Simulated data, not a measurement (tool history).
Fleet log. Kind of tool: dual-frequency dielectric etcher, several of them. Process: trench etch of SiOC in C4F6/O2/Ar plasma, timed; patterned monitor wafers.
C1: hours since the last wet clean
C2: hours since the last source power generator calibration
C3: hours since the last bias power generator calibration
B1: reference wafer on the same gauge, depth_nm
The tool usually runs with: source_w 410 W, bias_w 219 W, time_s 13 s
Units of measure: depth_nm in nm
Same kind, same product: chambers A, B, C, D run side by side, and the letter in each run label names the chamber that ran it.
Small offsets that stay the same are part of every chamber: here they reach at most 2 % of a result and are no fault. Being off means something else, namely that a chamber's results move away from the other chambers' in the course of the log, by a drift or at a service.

run 1C hour=8.5 | source_w=410 bias_w=219 time_s=13 | C1=277 C2=2577.2 C3=2397.4 | B1=28.007 | depth_nm=28.895
run 2D hour=15.6 | source_w=410 bias_w=219 time_s=13 | C1=353.5 C2=3125.8 C3=3459.2 | B1=28.006 | depth_nm=28.612
run 3A hour=27 | source_w=410 bias_w=219 time_s=13 | C1=161.2 C2=1257.1 C3=2347.4 | B1=28.004 | depth_nm=29.277
run 4B hour=33.7 | source_w=410 bias_w=219 time_s=13 | C1=275.5 C2=1791.3 C3=508.5 | B1=28.01 | depth_nm=29.283
run 5C hour=46.1 | source_w=470 bias_w=219 time_s=11.5 | C1=314.6 C2=2614.8 C3=2435 | B1=27.989 | depth_nm=26.874
run 6D hour=52.3 | source_w=470 bias_w=219 time_s=11.5 | C1=390.2 C2=3162.5 C3=3495.9 | B1=27.997 | depth_nm=26.577
run 7B hour=59.1 | source_w=470 bias_w=219 time_s=11.5 | C1=300.9 C2=1816.7 C3=533.9 | B1=27.999 | depth_nm=27.201
run 8A hour=68.5 | source_w=470 bias_w=219 time_s=11.5 | C1=202.7 C2=1298.6 C3=2388.9 | B1=27.984 | depth_nm=27.325
run 9B hour=77.9 | source_w=410 bias_w=219 time_s=13 | C1=319.7 C2=1835.5 C3=552.7 | B1=27.998 | depth_nm=29.185
run 10A hour=91.1 | source_w=410 bias_w=219 time_s=13 | C1=225.3 C2=1321.2 C3=2411.5 | B1=28.001 | depth_nm=29.298
run 11D hour=103.9 | source_w=350 bias_w=219 time_s=16 | C1=441.8 C2=3214.1 C3=3547.5 | B1=27.989 | depth_nm=33.125
run 12C hour=116.7 | source_w=350 bias_w=219 time_s=16 | C1=385.2 C2=2685.4 C3=2505.6 | B1=27.995 | depth_nm=33.148
run 13C hour=125.7 | source_w=350 bias_w=219 time_s=16 | C1=394.2 C2=2694.4 C3=2514.6 | B1=27.992 | depth_nm=33.17
run 14D hour=133.2 | source_w=350 bias_w=219 time_s=16 | C1=471.1 C2=3243.4 C3=3576.8 | B1=28.006 | depth_nm=33.121
-- hour=136 chamber D: wet clean of the chamber
run 15A hour=142.4 | source_w=410 bias_w=219 time_s=13 | C1=276.6 C2=1372.5 C3=2462.8 | B1=28 | depth_nm=29.304
run 16B hour=150.3 | source_w=310 bias_w=219 time_s=13 | C1=392.1 C2=1907.9 C3=625.1 | B1=28.01 | depth_nm=26.337
run 17B hour=158 | source_w=310 bias_w=219 time_s=13 | C1=399.8 C2=1915.6 C3=632.8 | B1=28.007 | depth_nm=26.218
run 18A hour=164.3 | source_w=310 bias_w=219 time_s=13 | C1=298.5 C2=1394.4 C3=2484.7 | B1=27.976 | depth_nm=26.307
run 19D hour=175 | source_w=310 bias_w=219 time_s=13 | C1=39.1 C2=3285.2 C3=3618.6 | B1=27.996 | depth_nm=25.718
run 20C hour=183.7 | source_w=410 bias_w=219 time_s=13 | C1=452.2 C2=2752.4 C3=2572.6 | B1=27.999 | depth_nm=28.48
run 21D hour=195.8 | source_w=410 bias_w=219 time_s=13 | C1=59.9 C2=3306 C3=3639.4 | B1=28 | depth_nm=28.585
run 22A hour=205.5 | source_w=410 bias_w=219 time_s=13 | C1=339.7 C2=1435.6 C3=2525.9 | B1=28 | depth_nm=29.307
run 23B hour=217.3 | source_w=410 bias_w=219 time_s=13 | C1=459.1 C2=1974.9 C3=692.1 | B1=27.997 | depth_nm=29.267
run 24C hour=226 | source_w=410 bias_w=219 time_s=13 | C1=494.5 C2=2794.7 C3=2614.9 | B1=28 | depth_nm=28.449
run 25C hour=235.5 | source_w=410 bias_w=219 time_s=13 | C1=504 C2=2804.2 C3=2624.4 | B1=28.004 | depth_nm=28.46
run 26B hour=243.2 | source_w=410 bias_w=219 time_s=13 | C1=485 C2=2000.8 C3=718 | B1=28 | depth_nm=29.165
-- hour=244.5 chamber B: wet clean of the chamber
run 27D hour=255.6 | source_w=410 bias_w=219 time_s=13 | C1=119.7 C2=3365.8 C3=3699.2 | B1=28.009 | depth_nm=28.702
run 28A hour=264.1 | source_w=410 bias_w=258 time_s=13 | C1=398.3 C2=1494.2 C3=2584.5 | B1=27.993 | depth_nm=30.908
run 29A hour=273.8 | source_w=410 bias_w=258 time_s=13 | C1=408 C2=1503.9 C3=2594.2 | B1=27.982 | depth_nm=31.051
run 30B hour=281.9 | source_w=410 bias_w=258 time_s=13 | C1=37.5 C2=2039.5 C3=756.7 | B1=28.001 | depth_nm=30.761
run 31D hour=292 | source_w=410 bias_w=258 time_s=13 | C1=156.1 C2=3402.2 C3=3735.6 | B1=27.996 | depth_nm=30.258
run 32C hour=298.3 | source_w=410 bias_w=219 time_s=13 | C1=566.8 C2=2867 C3=2687.2 | B1=28.025 | depth_nm=28.111

Next, every chamber runs the same settings. What will each give?
run 33A hour=308.5 | source_w=410 bias_w=167 time_s=13 | depth_nm=?
run 33B hour=308.5 | source_w=410 bias_w=167 time_s=13 | depth_nm=?
run 33C hour=308.5 | source_w=410 bias_w=167 time_s=13 | depth_nm=?
run 33D hour=308.5 | source_w=410 bias_w=167 time_s=13 | depth_nm=?

run=33A depth_nm=26.779
run=33B depth_nm=26.735
run=33C depth_nm=25.871
run=33D depth_nm=26.264
